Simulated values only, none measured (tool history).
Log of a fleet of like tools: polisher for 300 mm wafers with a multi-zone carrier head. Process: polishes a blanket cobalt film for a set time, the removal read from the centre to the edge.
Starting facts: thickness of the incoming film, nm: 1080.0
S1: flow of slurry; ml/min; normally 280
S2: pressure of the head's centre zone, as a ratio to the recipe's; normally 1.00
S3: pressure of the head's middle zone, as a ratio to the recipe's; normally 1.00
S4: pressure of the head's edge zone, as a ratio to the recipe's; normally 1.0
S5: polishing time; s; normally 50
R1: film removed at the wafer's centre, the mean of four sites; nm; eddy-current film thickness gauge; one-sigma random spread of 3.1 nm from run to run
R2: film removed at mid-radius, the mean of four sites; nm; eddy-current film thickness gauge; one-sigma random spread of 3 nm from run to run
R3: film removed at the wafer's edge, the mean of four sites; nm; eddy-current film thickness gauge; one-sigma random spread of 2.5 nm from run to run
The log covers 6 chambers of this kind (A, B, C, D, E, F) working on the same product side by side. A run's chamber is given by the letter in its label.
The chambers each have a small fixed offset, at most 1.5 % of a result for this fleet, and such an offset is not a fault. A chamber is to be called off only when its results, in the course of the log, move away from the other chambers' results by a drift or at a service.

run,hour,S1,S2,S3,S4,S5,R1,R2,R3
1E,7.9,280,1.00,1.00,1.0,50,286.70,292.35,279.03
# hour 10.9: chamber A: worn pad replaced by a new one
2C,23.6,280,1.00,1.00,1.0,50,288.07,283.41,285.68
# hour 23.8: chamber F: worn pad replaced by a new one
# hour 29.6: chamber C: worn pad replaced by a new one
# hour 34.4: chamber E: worn pad replaced by a new one
3B,35.4,280,1.00,1.00,1.0,50,292.96,280.82,280.01
4F,43.7,280,1.00,1.00,1.0,50,288.66,285.06,286.23
# hour 48.5: chamber B: worn pad replaced by a new one
5D,52.2,280,1.00,1.00,1.0,50,280.20,287.12,285.61
# hour 52.6: chamber B: slurry nozzle cleaned
6A,66.1,350,1.00,1.06,1.0,50,295.48,301.80,290.23
7D,79.2,350,1.00,1.06,1.0,50,287.32,305.73,292.70
# hour 87.5: chamber F: slurry nozzle cleaned
# hour 88.2: chamber A: worn pad replaced by a new one
8E,95.0,350,1.00,1.06,1.0,50,292.98,302.52,284.64
# hour 101.6: chamber F: worn pad replaced by a new one
9A,105.3,350,1.00,1.06,1.0,50,290.35,314.48,290.01
10F,116.2,350,1.00,1.06,1.0,50,293.67,304.32,286.52
# hour 126.1: chamber C: worn pad replaced by a new one
11C,129.7,350,1.00,1.06,1.0,50,288.22,310.27,290.98
# hour 132.4: chamber E: worn pad replaced by a new one
# hour 133.0: chamber B: worn pad replaced by a new one
# hour 142.4: chamber E: slurry nozzle cleaned
12B,143.5,280,1.00,1.00,1.0,50,287.43,286.58,285.48
# hour 147.9: chamber D: centre zone pressure recalibrated
13C,153.7,280,1.00,1.00,1.0,50,287.35,285.64,281.70
# hour 163.6: chamber A: centre zone pressure recalibrated
14A,167.3,280,1.00,1.11,1.1,50,283.01,316.67,300.22
# hour 175.7: chamber A: worn pad replaced by a new one
15D,177.4,280,1.00,1.11,1.1,50,271.27,303.21,293.49
16B,188.1,280,1.00,1.11,1.1,50,283.92,308.46,298.68
# hour 195.9: chamber F: worn pad replaced by a new one
17F,196.6,280,1.00,1.11,1.1,50,284.21,308.94,297.78
18E,206.8,280,1.00,1.11,1.1,50,285.22,312.23,293.53
# hour 207.3: chamber C: worn pad replaced by a new one
# hour 213.7: chamber D: slurry nozzle cleaned
# hour 214.4: chamber A: slurry nozzle cleaned
# hour 221.2: chamber B: worn pad replaced by a new one
19D,222.1,280,1.00,1.11,1.1,50,269.63,303.89,289.76
# hour 229.4: chamber E: worn pad replaced by a new one
20F,231.3,280,1.00,1.00,1.0,50,289.53,287.31,282.88
21A,244.2,280,1.00,1.00,1.0,50,280.84,280.84,279.81
22E,258.6,280,1.00,1.00,1.0,50,287.99,285.33,280.19
23C,272.8,280,1.00,1.00,1.0,50,283.37,281.15,282.20
# hour 273.0: chamber A: worn pad replaced by a new one
# hour 273.0: chamber E: edge zone pressure recalibrated
24B,282.9,280,1.00,1.00,1.0,50,282.97,286.79,283.87
# hour 283.2: chamber C: edge zone pressure recalibrated
# hour 283.4: chamber F: worn pad replaced by a new one
# hour 291.1: chamber C: worn pad replaced by a new one
25A,296.7,280,1.00,1.00,1.0,50,286.58,280.46,284.27
# hour 296.9: chamber F: slurry nozzle cleaned
# hour 301.3: chamber B: worn pad replaced by a new one
26C,305.3,280,1.00,1.00,1.0,50,285.59,285.68,284.60
27D,312.7,280,1.00,1.00,1.0,50,261.64,263.47,266.59
# hour 323.2: chamber E: worn pad replaced by a new one
28B,326.8,280,1.00,1.00,1.0,50,283.41,281.47,286.31
29F,340.5,280,1.00,1.00,1.0,50,282.21,275.61,280.62
30E,356.0,280,1.00,1.00,1.0,50,284.49,285.26,279.53
# hour 368.7: chamber F: worn pad replaced by a new one
# hour 369.5: chamber A: worn pad replaced by a new one
# hour 370.3: chamber C: worn pad replaced by a new one
31F,370.5,280,1.00,1.00,1.0,50,283.46,279.80,283.48
# hour 380.9: chamber B: worn pad replaced by a new one
32A,382.7,280,1.00,1.00,1.0,50,282.73,283.21,288.59
33B,392.9,280,1.00,1.00,1.0,50,285.74,282.88,283.62
34D,405.2,280,1.00,1.00,1.0,50,252.86,254.20,256.57
# hour 414.8: chamber E: worn pad replaced by a new one
35C,416.9,280,1.00,1.00,1.0,50,286.00,287.66,285.94
36E,430.1,280,1.00,1.00,1.0,50,286.99,283.70,276.56

Is one chamber out of step, is the gauge drifting, or do the chambers differ by no more than their own small offsets? For an off chamber, give its letter and the likeliest cause.

It is chamber D that slowly wanders off from its peers.
Likeliest cause: removal rate lost through wear of the pad, % = 12.2.

Which of the 4 candidates below, each the usual settings with something changed and its results left as question marks, puts chamber D back in line with what the other chambers give on the usual settings?
In-line tolerance around the mean of the other chambers on the usual settings: R1 11.00 nm; R2 10.00 nm; R3 8.70 nm
37D-1,441.5,280,1.01,1.00,1.00,52,?,?,?
37D-2,441.5,285,1.02,1.01,0.99,56,?,?,?
37D-3,441.5,280,0.99,1.00,1.00,48,?,?,?
37D-4,441.5,275,0.98,0.99,1.01,45,?,?,?

Average result of the remaining chambers running the usual settings: R1 285.33 nm; R2 284.63 nm; R3 283.38 nm
run,R1,R2,R3
37D-1,259.44,261.87,263.88
37D-2,283.04,285.10,283.08
37D-3,234.29,241.75,243.58
37D-4,216.72,224.15,229.22
With 37D-2, the chamber falls back in line with the rest.

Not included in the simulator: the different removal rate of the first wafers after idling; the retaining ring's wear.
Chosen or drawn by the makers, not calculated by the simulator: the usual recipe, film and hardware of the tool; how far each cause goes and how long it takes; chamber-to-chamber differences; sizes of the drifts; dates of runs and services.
